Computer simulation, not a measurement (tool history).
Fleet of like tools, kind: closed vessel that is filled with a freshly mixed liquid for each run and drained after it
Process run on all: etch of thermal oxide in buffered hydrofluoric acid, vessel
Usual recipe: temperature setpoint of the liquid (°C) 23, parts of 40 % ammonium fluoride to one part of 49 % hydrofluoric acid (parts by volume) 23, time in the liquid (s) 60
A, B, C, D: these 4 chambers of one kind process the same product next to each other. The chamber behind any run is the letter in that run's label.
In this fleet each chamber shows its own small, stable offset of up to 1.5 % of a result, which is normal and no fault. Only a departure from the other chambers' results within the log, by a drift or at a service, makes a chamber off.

| run | day | temperature setpoint of the liquid (°C) | parts of 40 % ammonium fluoride to one part of 49 % hydrofluoric acid (parts by volume) | time in the liquid (s) | read-back film thickness of the thermal oxide reference wafer, read on the same gauge (nm) | thickness taken off the thermal oxide on a monitor wafer (Å) |
|---|---|---|---|---|---|---|
| 1A | 0.583 | 23 | 23 | 60 | 59.989 | 312.63 |
| 2C | 0.871 | 23 | 23 | 60 | 59.987 | 311.98 |
| 3B | 1.408 | 23 | 23 | 60 | 60.009 | 315.14 |
| 4D | 2.038 | 23 | 23 | 60 | 60.018 | 321.99 |
| 5C | 2.392 | 23 | 23 | 60 | 60.004 | 310.56 |
| 6B | 2.983 | 23 | 23 | 35 | 59.974 | 180.88 |
| 7A | 3.492 | 23 | 23 | 35 | 59.997 | 181.79 |
|  | 4.029 | chamber D: hydrofluoric acid flow meter replaced |
| 8D | 4.042 | 23 | 23 | 35 | 60.025 | 185.71 |
| 9C | 4.696 | 23 | 23 | 35 | 60.015 | 182.21 |
| 10A | 5.129 | 23 | 23 | 60 | 59.999 | 300.79 |
| 11B | 5.704 | 23 | 30 | 60 | 60.001 | 260.27 |
| 12D | 6.171 | 23 | 30 | 60 | 59.99 | 263.63 |
| 13C | 6.475 | 23 | 30 | 60 | 59.994 | 260.17 |
| 14A | 6.804 | 23 | 30 | 60 | 59.993 | 251.11 |
| 15D | 7.412 | 23 | 23 | 60 | 60.017 | 312.71 |
| 16B | 8.054 | 23 | 23 | 60 | 59.987 | 314.72 |
| 17D | 8.354 | 23 | 23 | 60 | 59.997 | 317.51 |
| 18B | 8.754 | 23 | 23 | 60 | 59.988 | 315.61 |
| 19A | 9.062 | 23 | 23 | 60 | 59.992 | 293.89 |
| 20C | 9.658 | 23 | 15 | 60 | 59.991 | 459.28 |
| 21B | 9.996 | 23 | 15 | 60 | 59.978 | 463.82 |
| 22D | 10.583 | 23 | 15 | 60 | 59.981 | 461.5 |
| 23C | 11.138 | 23 | 15 | 60 | 60.007 | 465.9 |
| 24A | 11.721 | 23 | 23 | 60 | 59.987 | 282.9 |
| 25A | 12.342 | 23 | 23 | 60 | 60.001 | 284.82 |
| 26C | 12.958 | 23 | 27 | 60 | 59.981 | 274.52 |
| 27D | 13.512 | 23 | 27 | 60 | 60.007 | 286.57 |

Does one chamber stand apart from the rest, does the shared gauge drift, or is all well apart from small per-chamber offsets? Give the chamber and the most likely cause, where there is one.

Little by little, chamber A moves away from the other chambers.
Cause: liquid colder than its thermometer reads (K) = 2.25.

Which of the 4 candidates below, each the usual settings with something changed and its results left as question marks, puts chamber A back in line with what the other chambers give on the usual settings?
Maximum distance from the other chambers' mean on the usual settings for a result to count as in line: thickness taken off the thermal oxide on a monitor wafer (Å) 9.5
| 28A-1 | 13.983 | 22.5 | 23 | 55 |  | ? |
| 28A-2 | 13.983 | 22.5 | 24.5 | 50 |  | ? |
| 28A-3 | 13.983 | 24 | 21.5 | 70 |  | ? |
| 28A-4 | 13.983 | 23.5 | 23 | 65 |  | ? |

Mean of the other chambers on the usual settings: thickness taken off the thermal oxide on a monitor wafer (Å) 314.06
| run | thickness taken off the thermal oxide on a monitor wafer (Å) |
|---|---|
| 28A-1 | 248.36 |
| 28A-2 | 216.19 |
| 28A-3 | 360.58 |
| 28A-4 | 310.75 |
28A-4 brings the chamber back in line.

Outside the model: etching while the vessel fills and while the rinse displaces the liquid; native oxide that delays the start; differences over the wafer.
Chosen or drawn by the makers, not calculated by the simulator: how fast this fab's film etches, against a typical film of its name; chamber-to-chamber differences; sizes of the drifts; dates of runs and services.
